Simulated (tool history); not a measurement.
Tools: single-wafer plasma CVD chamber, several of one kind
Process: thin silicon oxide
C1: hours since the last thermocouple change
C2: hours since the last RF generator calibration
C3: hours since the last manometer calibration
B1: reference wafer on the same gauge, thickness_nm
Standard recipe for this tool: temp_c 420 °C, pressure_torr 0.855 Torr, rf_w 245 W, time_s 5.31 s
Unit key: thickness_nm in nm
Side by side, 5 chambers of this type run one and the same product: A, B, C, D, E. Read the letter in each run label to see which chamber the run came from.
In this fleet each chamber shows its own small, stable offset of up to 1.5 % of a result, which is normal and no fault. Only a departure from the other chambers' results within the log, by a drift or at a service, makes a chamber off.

Run 1C, hour 9.9: usual settings; C1 2005; C2 1439.5; C3 1325.6; B1 9.6129. Result: thickness_nm 9.4483 nm.
Run 2E, hour 22: usual settings; C1 39.8; C2 357.7; C3 143.9; B1 9.6072. Result: thickness_nm 9.2725 nm.
Run 3A, hour 30.2: usual settings; C1 1366.5; C2 1613.7; C3 1173.5; B1 9.6133. Result: thickness_nm 9.3987 nm.
Run 4D, hour 39.5: usual settings; C1 2127.5; C2 1481.1; C3 1672.3; B1 9.6072. Result: thickness_nm 9.3256 nm.
At hour 39.7: chamber A: RF generator calibrated.
Run 5B, hour 47.8: usual settings; C1 384.4; C2 1673.8; C3 1022.2; B1 9.6027. Result: thickness_nm 9.341 nm.
Run 6D, hour 53.9: usual settings; C1 2141.9; C2 1495.5; C3 1686.7; B1 9.6078. Result: thickness_nm 9.3285 nm.
Run 7A, hour 62.3: usual settings; C1 1398.6; C2 22.7; C3 1205.6; B1 9.6115. Result: thickness_nm 9.3818 nm.
Run 8B, hour 75.2: usual settings; C1 411.8; C2 1701.2; C3 1049.6; B1 9.6075. Result: thickness_nm 9.3651 nm.
Run 9E, hour 86.6: usual settings; C1 104.4; C2 422.3; C3 208.5; B1 9.6071. Result: thickness_nm 9.2599 nm.
At hour 94.5: chamber C: RF generator calibrated.
Run 10C, hour 95.3: usual settings; C1 2090.4; C2 0.8; C3 1411; B1 9.6083. Result: thickness_nm 9.4164 nm.
Run 11A, hour 107.8: usual settings but pressure_torr 0.951 Torr, rf_w 285 W; C1 1444.1; C2 68.2; C3 1251.1; B1 9.6027. Result: thickness_nm 10.931 nm.
Run 12E, hour 119.9: usual settings but pressure_torr 0.951 Torr, rf_w 285 W; C1 137.7; C2 455.6; C3 241.8; B1 9.6089. Result: thickness_nm 10.856 nm.
Run 13D, hour 128.7: usual settings but pressure_torr 0.951 Torr, rf_w 285 W; C1 2216.7; C2 1570.3; C3 1761.5; B1 9.6128. Result: thickness_nm 10.906 nm.
At hour 136.8: chamber D: capacitance manometer re-zeroed and calibrated.
Run 14B, hour 141.1: usual settings but pressure_torr 0.951 Torr, rf_w 285 W; C1 477.7; C2 1767.1; C3 1115.5; B1 9.6065. Result: thickness_nm 10.945 nm.
Run 15C, hour 153: usual settings but pressure_torr 0.951 Torr, rf_w 285 W; C1 2148.1; C2 58.5; C3 1468.7; B1 9.6062. Result: thickness_nm 11.037 nm.
Run 16A, hour 165.3: usual settings; C1 1501.6; C2 125.7; C3 1308.6; B1 9.6136. Result: thickness_nm 9.3492 nm.
Run 17D, hour 176.5: usual settings; C1 2264.5; C2 1618.1; C3 39.8; B1 9.612. Result: thickness_nm 9.0614 nm.
Run 18E, hour 189.3: usual settings; C1 207.1; C2 525; C3 311.2; B1 9.6069. Result: thickness_nm 9.2824 nm.
Run 19C, hour 196.9: usual settings; C1 2192; C2 102.4; C3 1512.6; B1 9.6074. Result: thickness_nm 9.4414 nm.
Run 20B, hour 209.3: usual settings; C1 545.9; C2 1835.3; C3 1183.7; B1 9.6071. Result: thickness_nm 9.3674 nm.
Run 21D, hour 221.7: usual settings; C1 2309.7; C2 1663.3; C3 85; B1 9.6061. Result: thickness_nm 9.0556 nm.
Run 22E, hour 227.6: usual settings; C1 245.4; C2 563.3; C3 349.5; B1 9.6096. Result: thickness_nm 9.2852 nm.
Run 23B, hour 235.8: usual settings; C1 572.4; C2 1861.8; C3 1210.2; B1 9.6044. Result: thickness_nm 9.3479 nm.
Run 24A, hour 242.2: usual settings; C1 1578.5; C2 202.6; C3 1385.5; B1 9.6096. Result: thickness_nm 9.3608 nm.
At hour 247.4: chamber D: thermocouple changed; heater temperature recalibrated.
Run 25C, hour 252.7: usual settings; C1 2247.8; C2 158.2; C3 1568.4; B1 9.6087. Result: thickness_nm 9.4597 nm.
Run 26B, hour 263.2: usual settings; C1 599.8; C2 1889.2; C3 1237.6; B1 9.6105. Result: thickness_nm 9.372 nm.
Run 27A, hour 274.1: usual settings; C1 1610.4; C2 234.5; C3 1417.4; B1 9.6143. Result: thickness_nm 9.3154 nm.
Run 28D, hour 281.1: usual settings; C1 33.8; C2 1722.7; C3 144.4; B1 9.6077. Result: thickness_nm 8.995 nm.
Run 29E, hour 293.5: usual settings; C1 311.3; C2 629.2; C3 415.4; B1 9.615. Result: thickness_nm 9.2418 nm.
Run 30C, hour 300.2: usual settings; C1 2295.3; C2 205.7; C3 1615.9; B1 9.6137. Result: thickness_nm 9.4711 nm.
Run 31B, hour 309: usual settings; C1 645.6; C2 1935; C3 1283.4; B1 9.6152. Result: thickness_nm 9.3024 nm.
Run 32E, hour 322: usual settings; C1 339.8; C2 657.7; C3 443.9; B1 9.6085. Result: thickness_nm 9.2807 nm.
Run 33C, hour 328.2: usual settings; C1 2323.3; C2 233.7; C3 1643.9; B1 9.6051. Result: thickness_nm 9.4958 nm.
Run 34A, hour 338.1: usual settings but pressure_torr 0.782 Torr; C1 1674.4; C2 298.5; C3 1481.4; B1 9.6098. Result: thickness_nm 8.6708 nm.
Run 35D, hour 348.1: usual settings but pressure_torr 0.782 Torr; C1 100.8; C2 1789.7; C3 211.4; B1 9.6059. Result: thickness_nm 8.3295 nm.
Run 36D, hour 356.5: usual settings but pressure_torr 0.782 Torr; C1 109.2; C2 1798.1; C3 219.8; B1 9.6129. Result: thickness_nm 8.3252 nm.
At hour 359: chamber B: RF generator calibrated.
Run 37A, hour 364.1: usual settings but pressure_torr 0.782 Torr; C1 1700.4; C2 324.5; C3 1507.4; B1 9.6115. Result: thickness_nm 8.6386 nm.
Run 38C, hour 369.8: usual settings but pressure_torr 0.782 Torr; C1 2364.9; C2 275.3; C3 1685.5; B1 9.6103. Result: thickness_nm 8.7057 nm.
Run 39E, hour 376.3: usual settings; C1 394.1; C2 712; C3 498.2; B1 9.6156. Result: thickness_nm 9.2837 nm.
Run 40B, hour 383.5: usual settings but temp_c 408 °C; C1 720.1; C2 24.6; C3 1357.9; B1 9.609. Result: thickness_nm 9.4028 nm.
Run 41C, hour 394.5: usual settings but temp_c 408 °C; C1 2389.6; C2 300; C3 1710.2; B1 9.6104. Result: thickness_nm 9.5234 nm.
Run 42E, hour 407.3: usual settings but temp_c 408 °C; C1 425.1; C2 743; C3 529.2; B1 9.6107. Result: thickness_nm 9.2977 nm.

Next, all 5 chambers run the settings below, one line each with question marks for the results. What does each chamber give?
Run 43A, hour 416.7: usual settings but rf_w 220 W. Result: thickness_nm ?.
Run 43B, hour 416.7: usual settings but rf_w 220 W. Result: thickness_nm ?.
Run 43C, hour 416.7: usual settings but rf_w 220 W. Result: thickness_nm ?.
Run 43D, hour 416.7: usual settings but rf_w 220 W. Result: thickness_nm ?.
Run 43E, hour 416.7: usual settings but rf_w 220 W. Result: thickness_nm ?.

run  thickness_nm
43A        8.9224
43B        8.8612
43C        8.9596
43D        8.6127
43E        8.8161
